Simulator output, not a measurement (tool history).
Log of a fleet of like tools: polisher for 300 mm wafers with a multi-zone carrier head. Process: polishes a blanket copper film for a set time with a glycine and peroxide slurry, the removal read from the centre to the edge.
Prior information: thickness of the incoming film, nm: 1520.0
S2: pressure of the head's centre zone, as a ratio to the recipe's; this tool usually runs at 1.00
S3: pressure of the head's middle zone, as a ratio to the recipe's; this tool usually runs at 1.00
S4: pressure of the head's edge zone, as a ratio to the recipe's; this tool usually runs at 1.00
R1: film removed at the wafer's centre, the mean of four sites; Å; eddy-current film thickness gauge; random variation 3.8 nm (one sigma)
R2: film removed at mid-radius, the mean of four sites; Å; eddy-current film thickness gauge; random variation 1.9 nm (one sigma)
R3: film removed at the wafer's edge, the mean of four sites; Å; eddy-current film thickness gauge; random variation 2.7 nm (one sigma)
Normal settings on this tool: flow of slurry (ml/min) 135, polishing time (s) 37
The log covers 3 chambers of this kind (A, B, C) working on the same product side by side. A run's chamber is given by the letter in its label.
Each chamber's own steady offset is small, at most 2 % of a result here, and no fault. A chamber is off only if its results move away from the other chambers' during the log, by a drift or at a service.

{"day": 0.117, "done": "chamber A: worn pad replaced by a new one"}
{"run": "1C", "day": 0.333, "flow of slurry (ml/min)": 135, "S2": 1.0, "S3": 1.0, "S4": 1.0, "polishing time (s)": 37, "R1": 2980.7, "R2": 2896.9, "R3": 2835.4}
{"run": "2A", "day": 0.771, "flow of slurry (ml/min)": 135, "S2": 1.0, "S3": 1.0, "S4": 1.0, "polishing time (s)": 37, "R1": 2797.5, "R2": 2838.7, "R3": 2851.4}
{"day": 0.946, "done": "chamber C: centre zone pressure recalibrated"}
{"day": 1.258, "done": "chamber B: worn pad replaced by a new one"}
{"run": "3B", "day": 1.275, "flow of slurry (ml/min)": 135, "S2": 1.0, "S3": 1.0, "S4": 1.0, "polishing time (s)": 37, "R1": 2916.6, "R2": 2892.6, "R3": 2944.1}
{"day": 1.317, "done": "chamber B: slurry nozzle cleaned"}
{"run": "4A", "day": 1.567, "flow of slurry (ml/min)": 135, "S2": 1.0, "S3": 1.0, "S4": 1.0, "polishing time (s)": 37, "R1": 2767.4, "R2": 2819.3, "R3": 2853.6}
{"run": "5C", "day": 2.121, "flow of slurry (ml/min)": 135, "S2": 1.0, "S3": 1.0, "S4": 1.0, "polishing time (s)": 37, "R1": 2909.8, "R2": 2883.9, "R3": 2868.8}
{"day": 2.238, "done": "chamber A: slurry nozzle cleaned"}
{"run": "6B", "day": 2.608, "flow of slurry (ml/min)": 135, "S2": 1.0, "S3": 1.0, "S4": 1.0, "polishing time (s)": 37, "R1": 2825.0, "R2": 2899.4, "R3": 2931.7}
{"run": "7A", "day": 2.867, "flow of slurry (ml/min)": 135, "S2": 1.0, "S3": 1.0, "S4": 1.0, "polishing time (s)": 37, "R1": 2820.9, "R2": 2848.0, "R3": 2863.3}
{"run": "8C", "day": 3.104, "flow of slurry (ml/min)": 135, "S2": 1.0, "S3": 1.0, "S4": 1.0, "polishing time (s)": 37, "R1": 2845.8, "R2": 2896.8, "R3": 2886.8}
{"day": 3.25, "done": "chamber A: worn pad replaced by a new one"}
{"day": 3.3, "done": "chamber C: worn pad replaced by a new one"}
{"run": "9B", "day": 3.404, "flow of slurry (ml/min)": 135, "S2": 1.0, "S3": 1.0, "S4": 1.0, "polishing time (s)": 37, "R1": 2885.8, "R2": 2863.2, "R3": 2859.5}
{"run": "10C", "day": 3.812, "flow of slurry (ml/min)": 165, "S2": 0.92, "S3": 1.0, "S4": 1.0, "polishing time (s)": 37, "R1": 2709.7, "R2": 2991.9, "R3": 2933.5}
{"run": "11A", "day": 4.142, "flow of slurry (ml/min)": 165, "S2": 0.92, "S3": 1.0, "S4": 1.0, "polishing time (s)": 37, "R1": 2608.6, "R2": 2928.0, "R3": 2913.9}
{"run": "12B", "day": 4.433, "flow of slurry (ml/min)": 165, "S2": 0.92, "S3": 1.0, "S4": 1.0, "polishing time (s)": 37, "R1": 2763.8, "R2": 3025.6, "R3": 3001.6}
{"run": "13A", "day": 4.762, "flow of slurry (ml/min)": 135, "S2": 1.0, "S3": 1.0, "S4": 1.0, "polishing time (s)": 37, "R1": 2812.7, "R2": 2827.5, "R3": 2853.3}
{"run": "14B", "day": 5.254, "flow of slurry (ml/min)": 135, "S2": 1.0, "S3": 1.0, "S4": 1.0, "polishing time (s)": 37, "R1": 2768.2, "R2": 2872.6, "R3": 2839.7}
{"day": 5.475, "done": "chamber B: worn pad replaced by a new one"}
{"run": "15C", "day": 5.771, "flow of slurry (ml/min)": 135, "S2": 1.0, "S3": 1.0, "S4": 1.0, "polishing time (s)": 37, "R1": 2828.4, "R2": 2862.4, "R3": 2788.5}
{"run": "16A", "day": 6.138, "flow of slurry (ml/min)": 135, "S2": 1.0, "S3": 1.0, "S4": 1.0, "polishing time (s)": 37, "R1": 2806.2, "R2": 2833.9, "R3": 2887.4}
{"day": 6.192, "done": "chamber A: worn pad replaced by a new one"}
{"run": "17C", "day": 6.521, "flow of slurry (ml/min)": 135, "S2": 1.0, "S3": 1.0, "S4": 1.0, "polishing time (s)": 37, "R1": 2850.4, "R2": 2819.9, "R3": 2836.8}
{"run": "18B", "day": 6.854, "flow of slurry (ml/min)": 135, "S2": 1.0, "S3": 1.0, "S4": 1.0, "polishing time (s)": 37, "R1": 2861.0, "R2": 2908.0, "R3": 2879.6}
{"run": "19C", "day": 7.121, "flow of slurry (ml/min)": 135, "S2": 1.0, "S3": 1.0, "S4": 1.0, "polishing time (s)": 37, "R1": 2750.9, "R2": 2851.6, "R3": 2848.4}
{"run": "20A", "day": 7.583, "flow of slurry (ml/min)": 135, "S2": 1.0, "S3": 1.0, "S4": 1.0, "polishing time (s)": 37, "R1": 2849.4, "R2": 2816.2, "R3": 2831.0}
{"day": 7.667, "done": "chamber A: edge zone pressure recalibrated"}
{"run": "21B", "day": 7.888, "flow of slurry (ml/min)": 135, "S2": 1.0, "S3": 1.0, "S4": 1.0, "polishing time (s)": 37, "R1": 2904.7, "R2": 2899.5, "R3": 2882.2}
{"run": "22B", "day": 8.279, "flow of slurry (ml/min)": 135, "S2": 1.0, "S3": 1.0, "S4": 1.0, "polishing time (s)": 37, "R1": 2817.0, "R2": 2901.1, "R3": 2914.1}
{"day": 8.508, "done": "chamber C: worn pad replaced by a new one"}
{"run": "23A", "day": 8.604, "flow of slurry (ml/min)": 135, "S2": 1.0, "S3": 1.0, "S4": 1.0, "polishing time (s)": 37, "R1": 2782.5, "R2": 2818.1, "R3": 2847.4}
{"run": "24C", "day": 8.846, "flow of slurry (ml/min)": 135, "S2": 1.0, "S3": 1.0, "S4": 1.0, "polishing time (s)": 37, "R1": 2804.4, "R2": 2793.9, "R3": 2801.2}
{"run": "25C", "day": 9.267, "flow of slurry (ml/min)": 135, "S2": 1.0, "S3": 1.0, "S4": 1.0, "polishing time (s)": 37, "R1": 2815.3, "R2": 2783.2, "R3": 2856.3}
{"day": 9.567, "done": "chamber A: worn pad replaced by a new one"}
{"run": "26B", "day": 9.625, "flow of slurry (ml/min)": 165, "S2": 1.0, "S3": 0.95, "S4": 1.0, "polishing time (s)": 37, "R1": 3000.4, "R2": 2855.6, "R3": 2947.9}
{"day": 9.862, "done": "chamber B: worn pad replaced by a new one"}
{"run": "27A", "day": 9.9, "flow of slurry (ml/min)": 165, "S2": 1.0, "S3": 0.95, "S4": 1.0, "polishing time (s)": 37, "R1": 2956.4, "R2": 2821.0, "R3": 2890.1}
{"run": "28B", "day": 10.446, "flow of slurry (ml/min)": 165, "S2": 1.0, "S3": 0.95, "S4": 1.0, "polishing time (s)": 37, "R1": 2898.1, "R2": 2869.6, "R3": 2958.8}
{"run": "29A", "day": 10.967, "flow of slurry (ml/min)": 135, "S2": 1.0, "S3": 1.0, "S4": 1.0, "polishing time (s)": 37, "R1": 2808.7, "R2": 2822.7, "R3": 2843.0}
{"run": "30C", "day": 11.288, "flow of slurry (ml/min)": 135, "S2": 1.0, "S3": 1.0, "S4": 1.0, "polishing time (s)": 37, "R1": 2737.2, "R2": 2766.2, "R3": 2832.1}
{"run": "31B", "day": 11.717, "flow of slurry (ml/min)": 135, "S2": 1.0, "S3": 1.0, "S4": 1.0, "polishing time (s)": 37, "R1": 2781.7, "R2": 2889.6, "R3": 2927.2}
{"run": "32A", "day": 12.179, "flow of slurry (ml/min)": 135, "S2": 1.0, "S3": 1.0, "S4": 1.0, "polishing time (s)": 37, "R1": 2738.7, "R2": 2808.5, "R3": 2811.0}
{"day": 12.438, "done": "chamber C: edge zone pressure recalibrated"}
{"run": "33C", "day": 12.45, "flow of slurry (ml/min)": 135, "S2": 1.0, "S3": 1.0, "S4": 1.0, "polishing time (s)": 37, "R1": 2711.1, "R2": 2736.7, "R3": 2775.9}
{"day": 12.675, "done": "chamber A: slurry nozzle cleaned"}
{"run": "34B", "day": 12.796, "flow of slurry (ml/min)": 135, "S2": 1.0, "S3": 1.0, "S4": 1.0, "polishing time (s)": 37, "R1": 2820.0, "R2": 2888.6, "R3": 2927.2}
{"day": 13.117, "done": "chamber A: worn pad replaced by a new one"}
{"run": "35C", "day": 13.271, "flow of slurry (ml/min)": 135, "S2": 1.0, "S3": 1.0, "S4": 1.04, "polishing time (s)": 37, "R1": 2695.6, "R2": 2719.4, "R3": 2827.5}
{"run": "36A", "day": 13.821, "flow of slurry (ml/min)": 135, "S2": 1.0, "S3": 1.0, "S4": 1.04, "polishing time (s)": 37, "R1": 2867.3, "R2": 2818.3, "R3": 2907.9}
{"day": 13.9, "done": "chamber C: worn pad replaced by a new one"}
{"run": "37B", "day": 14.142, "flow of slurry (ml/min)": 135, "S2": 1.0, "S3": 1.0, "S4": 1.04, "polishing time (s)": 37, "R1": 2913.8, "R2": 2867.8, "R3": 2961.3}
{"run": "38C", "day": 14.421, "flow of slurry (ml/min)": 135, "S2": 1.0, "S3": 1.0, "S4": 1.0, "polishing time (s)": 37, "R1": 2676.0, "R2": 2716.9, "R3": 2764.5}
{"day": 14.704, "done": "chamber B: worn pad replaced by a new one"}
{"run": "39A", "day": 14.742, "flow of slurry (ml/min)": 135, "S2": 1.0, "S3": 1.0, "S4": 1.0, "polishing time (s)": 37, "R1": 2807.0, "R2": 2864.1, "R3": 2825.9}
{"run": "40A", "day": 15.092, "flow of slurry (ml/min)": 135, "S2": 1.0, "S3": 1.0, "S4": 1.0, "polishing time (s)": 37, "R1": 2773.2, "R2": 2831.7, "R3": 2861.2}
{"run": "41B", "day": 15.35, "flow of slurry (ml/min)": 135, "S2": 1.0, "S3": 1.0, "S4": 1.0, "polishing time (s)": 37, "R1": 2857.1, "R2": 2895.0, "R3": 2914.7}

The same settings go to every chamber for the next run, one line per chamber below. Forecast the results for each:
{"run": "42A", "day": 15.746, "flow of slurry (ml/min)": 135, "S2": 1.0, "S3": 1.0, "S4": 1.0, "polishing time (s)": 37, "R1": "?", "R2": "?", "R3": "?"}
{"run": "42B", "day": 15.746, "flow of slurry (ml/min)": 135, "S2": 1.0, "S3": 1.0, "S4": 1.0, "polishing time (s)": 37, "R1": "?", "R2": "?", "R3": "?"}
{"run": "42C", "day": 15.746, "flow of slurry (ml/min)": 135, "S2": 1.0, "S3": 1.0, "S4": 1.0, "polishing time (s)": 37, "R1": "?", "R2": "?", "R3": "?"}

run=42A R1=2768.6 R2=2778.7 R3=2858.2
run=42B R1=2796.7 R2=2862.3 R3=2906.8
run=42C R1=2700.3 R2=2665.1 R3=2753.6
